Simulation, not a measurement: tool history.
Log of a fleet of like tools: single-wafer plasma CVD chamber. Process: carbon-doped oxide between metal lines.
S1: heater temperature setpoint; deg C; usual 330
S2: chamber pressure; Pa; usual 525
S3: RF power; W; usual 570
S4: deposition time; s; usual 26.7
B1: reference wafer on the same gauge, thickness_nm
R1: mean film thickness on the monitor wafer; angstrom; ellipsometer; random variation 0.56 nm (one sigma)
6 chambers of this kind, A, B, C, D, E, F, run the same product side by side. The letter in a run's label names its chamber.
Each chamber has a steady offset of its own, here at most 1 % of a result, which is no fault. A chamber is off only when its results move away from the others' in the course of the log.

run   hour   S1   S2   S3    S4      B1      R1
 1E    4.8  330  525  570  26.7  156.14  1539.5
 2C   13.2  330  525  570  26.7  156.06  1524.3
 3D   20.9  330  525  570  26.7  155.88  1540.0
 4B   28.8  330  525  570  26.7  155.98  1542.2
 5F   37.7  330  525  570  26.7  156.00  1528.1
 6A   43.6  330  525  635  26.7  156.06  1649.4
 7D   51.2  330  525  635  26.7  156.14  1641.1
 8B   58.0  330  525  635  26.7  156.01  1652.5
 9C   66.9  330  525  635  26.7  155.98  1625.2
10F   72.2  330  525  635  26.7  155.95  1629.6
11E   81.4  330  525  635  26.7  156.04  1632.0
12A   87.1  330  525  570  26.7  156.03  1546.2
13E   93.5  340  525  570  22.9  155.98  1264.0
14D  100.3  340  525  570  22.9  155.91  1276.1
15A  110.4  340  525  570  22.9  156.13  1272.3
     115.7  -- chamber D: thermocouple changed; heater temperature recalibrated
16B  117.5  340  525  570  22.9  155.89  1291.3
17C  127.0  340  525  570  22.9  155.97  1275.2
18F  133.5  340  525  570  22.9  156.13  1265.2
19C  138.2  330  525  570  26.7  156.01  1539.1
20D  144.3  330  525  570  26.7  156.01  1528.8
21B  154.0  330  525  570  26.7  155.90  1542.3
22E  160.9  330  525  570  26.7  156.17  1500.7
23F  165.5  330  525  570  26.7  156.01  1526.0
24A  171.6  330  525  570  26.7  155.92  1545.7
25A  180.3  330  525  570  26.7  156.00  1532.0
26F  188.2  330  525  570  26.7  156.06  1530.0
27D  197.5  330  525  570  26.7  155.96  1531.7
28E  204.6  330  525  570  26.7  155.94  1483.2
29B  209.1  330  568  460  26.7  156.00  1363.3
30C  217.8  330  568  460  26.7  156.11  1355.6
31B  223.8  330  568  460  26.7  156.12  1362.2
32D  229.7  330  568  460  26.7  155.85  1354.8
33A  237.3  330  568  460  26.7  155.94  1350.5
34C  246.3  330  568  460  26.7  155.98  1356.3
35E  250.9  330  525  570  26.7  155.99  1470.8
     251.1  -- chamber C: thermocouple changed; heater temperature recalibrated
36F  256.9  323  525  680  26.7  155.84  1743.6
37D  263.7  323  525  680  26.7  156.05  1752.7
38C  270.8  323  525  680  26.7  156.13  1752.9
39B  279.7  323  525  680  26.7  156.10  1768.4
40A  284.5  323  525  680  26.7  156.06  1756.3

Next, every chamber runs the same settings. What will each give?
41A  291.8  330  525  570  31.7       ?
41B  291.8  330  525  570  31.7       ?
41C  291.8  330  525  570  31.7       ?
41D  291.8  330  525  570  31.7       ?
41E  291.8  330  525  570  31.7       ?
41F  291.8  330  525  570  31.7       ?

run      R1
41A  1826.5
41B  1822.0
41C  1803.4
41D  1807.9
41E  1733.8
41F  1812.6

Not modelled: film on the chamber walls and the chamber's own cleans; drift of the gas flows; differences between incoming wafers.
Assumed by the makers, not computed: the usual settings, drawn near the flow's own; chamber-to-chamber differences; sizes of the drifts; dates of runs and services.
